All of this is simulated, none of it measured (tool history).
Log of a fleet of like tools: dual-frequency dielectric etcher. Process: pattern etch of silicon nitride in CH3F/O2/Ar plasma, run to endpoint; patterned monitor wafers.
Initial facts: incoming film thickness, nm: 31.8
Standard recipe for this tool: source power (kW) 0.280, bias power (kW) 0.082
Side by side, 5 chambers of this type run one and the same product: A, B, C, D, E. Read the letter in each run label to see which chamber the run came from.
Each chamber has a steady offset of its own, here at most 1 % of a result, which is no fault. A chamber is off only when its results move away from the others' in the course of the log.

run	hour	source power (kW)	bias power (kW)	endpoint time (s)
1D	3.5	0.280	0.082	50.817
2C	6.1	0.280	0.082	50.585
3E	8.1	0.280	0.082	50.761
# hour 10.3: chamber D: wet clean of the chamber
4B	10.6	0.280	0.082	50.012
5A	12.6	0.280	0.082	49.749
6C	15.6	0.320	0.098	45.023
7D	19.6	0.320	0.098	45.321
8A	23.8	0.320	0.098	44.304
9E	27.9	0.320	0.098	45.288
10B	32.1	0.320	0.098	44.690
11E	36.2	0.280	0.082	50.442
12A	38.6	0.330	0.102	43.307
13C	40.9	0.330	0.102	43.655
14B	44.9	0.330	0.102	43.769
15D	48.7	0.330	0.102	43.873
16C	51.7	0.330	0.102	43.825
# hour 53.9: chamber A: wet clean of the chamber
17B	55.0	0.230	0.095	51.105
18D	57.2	0.230	0.095	51.438
# hour 57.5: chamber B: wet clean of the chamber
19A	60.9	0.230	0.095	50.530
20E	63.8	0.230	0.095	51.502
21E	66.1	0.230	0.095	51.402
22B	69.4	0.280	0.082	51.710
23A	72.3	0.280	0.082	49.995
24C	74.5	0.280	0.082	50.441
25D	77.5	0.280	0.082	50.564
26B	80.7	0.280	0.082	52.275
27E	83.6	0.280	0.082	50.565
28D	85.5	0.280	0.082	50.381
# hour 87.2: chamber C: wet clean of the chamber
29C	89.6	0.230	0.101	50.154
30A	91.8	0.230	0.101	49.611
31A	93.8	0.230	0.101	49.513
32E	97.6	0.230	0.101	50.359
33B	100.3	0.230	0.101	51.618
34C	103.4	0.280	0.082	50.212
35D	106.6	0.280	0.082	50.292
36A	109.0	0.280	0.082	49.628
37E	112.7	0.280	0.082	50.431
38C	115.8	0.280	0.082	50.608

What goes on in this fleet: one chamber off, a drifting gauge, or nothing beyond the chambers' own small offsets? Name the chamber and the cause, if any.

Chamber B came out of a service off from its peers and stayed that way.
Likeliest cause: etch rate under this chamber's usual, % = 3.69.

Which of the 4 candidates below, each the usual settings with something changed and its results left as question marks, puts chamber B back in line with what the other chambers give on the usual settings?
A result is in line if it is within this distance of the other chambers' mean on the usual settings: endpoint time (s) 0.790
39B-1	118.8	0.280	0.075	?
39B-2	118.8	0.260	0.075	?
39B-3	118.8	0.290	0.085	?
39B-4	118.8	0.310	0.089	?

Usual-settings mean across the other chambers: endpoint time (s) 50.408
run	endpoint time (s)
39B-1	53.805
39B-2	55.319
39B-3	50.792
39B-4	48.732
Change 39B-3 lands the chamber within the allowed miss of the other chambers.

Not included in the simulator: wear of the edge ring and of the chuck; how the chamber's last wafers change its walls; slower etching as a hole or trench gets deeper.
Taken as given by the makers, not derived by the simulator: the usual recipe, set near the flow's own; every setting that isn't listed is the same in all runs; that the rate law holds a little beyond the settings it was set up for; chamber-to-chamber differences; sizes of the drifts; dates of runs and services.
